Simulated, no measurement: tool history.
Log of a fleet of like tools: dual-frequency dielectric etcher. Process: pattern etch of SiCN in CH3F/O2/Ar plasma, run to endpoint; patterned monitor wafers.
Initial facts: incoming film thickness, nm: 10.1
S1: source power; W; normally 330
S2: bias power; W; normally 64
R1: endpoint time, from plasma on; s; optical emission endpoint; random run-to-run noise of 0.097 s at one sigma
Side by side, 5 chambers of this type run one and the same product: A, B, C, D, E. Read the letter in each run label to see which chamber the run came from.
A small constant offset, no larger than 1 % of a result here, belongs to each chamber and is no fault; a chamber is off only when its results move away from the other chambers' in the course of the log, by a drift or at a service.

run	hour	S1	S2	R1
1E	8.3	330	64	30.154
2A	15	330	64	30.009
3B	21.9	330	64	30.494
4D	29.1	330	64	30.367
5C	37.2	330	64	30.047
6E	43.3	330	64	29.969
7A	48.5	330	64	29.874
8C	55.2	330	64	29.994
9B	61.9	330	64	30.438
10D	69.7	370	64	28.987
11A	76.5	370	64	28.71
# hour 82.5: chamber A: wet clean of the chamber
12D	83.6	370	64	28.919
13C	87.9	370	64	28.658
14B	96.3	370	64	29.057
15E	102.4	330	64	30.142
16C	110.1	390	73	26.713
17D	118.5	390	73	27.21
18B	123.9	390	73	27.204
19A	128.6	390	73	26.726
20E	136.3	390	73	26.81
21E	143.9	360	75	27.383
22A	151.5	360	75	27.281
23D	157	360	75	27.755
24C	162.9	360	75	27.271
25B	168.1	360	75	27.768
26D	172.2	360	78	27.377
27A	176.5	360	78	27.007
28C	184.6	360	78	26.79
29E	193	360	78	27.052
30B	201.7	360	78	27.307
31A	207.8	330	64	29.934
32C	213.6	360	50	30.948
33B	222.3	360	50	31.731
34E	227.3	360	50	31.75
35D	236.1	360	50	31.869
36C	240.5	360	50	31.064
37E	248.2	330	64	29.92
38D	255.8	390	74	27.091

The same settings go to every chamber for the next run, one line per chamber below. Forecast the results for each:
39A	262.5	330	53	?
39B	262.5	330	53	?
39C	262.5	330	53	?
39D	262.5	330	53	?
39E	262.5	330	53	?

run	R1
39A	32.025
39B	32.308
39C	31.348
39D	32.36
39E	32.114
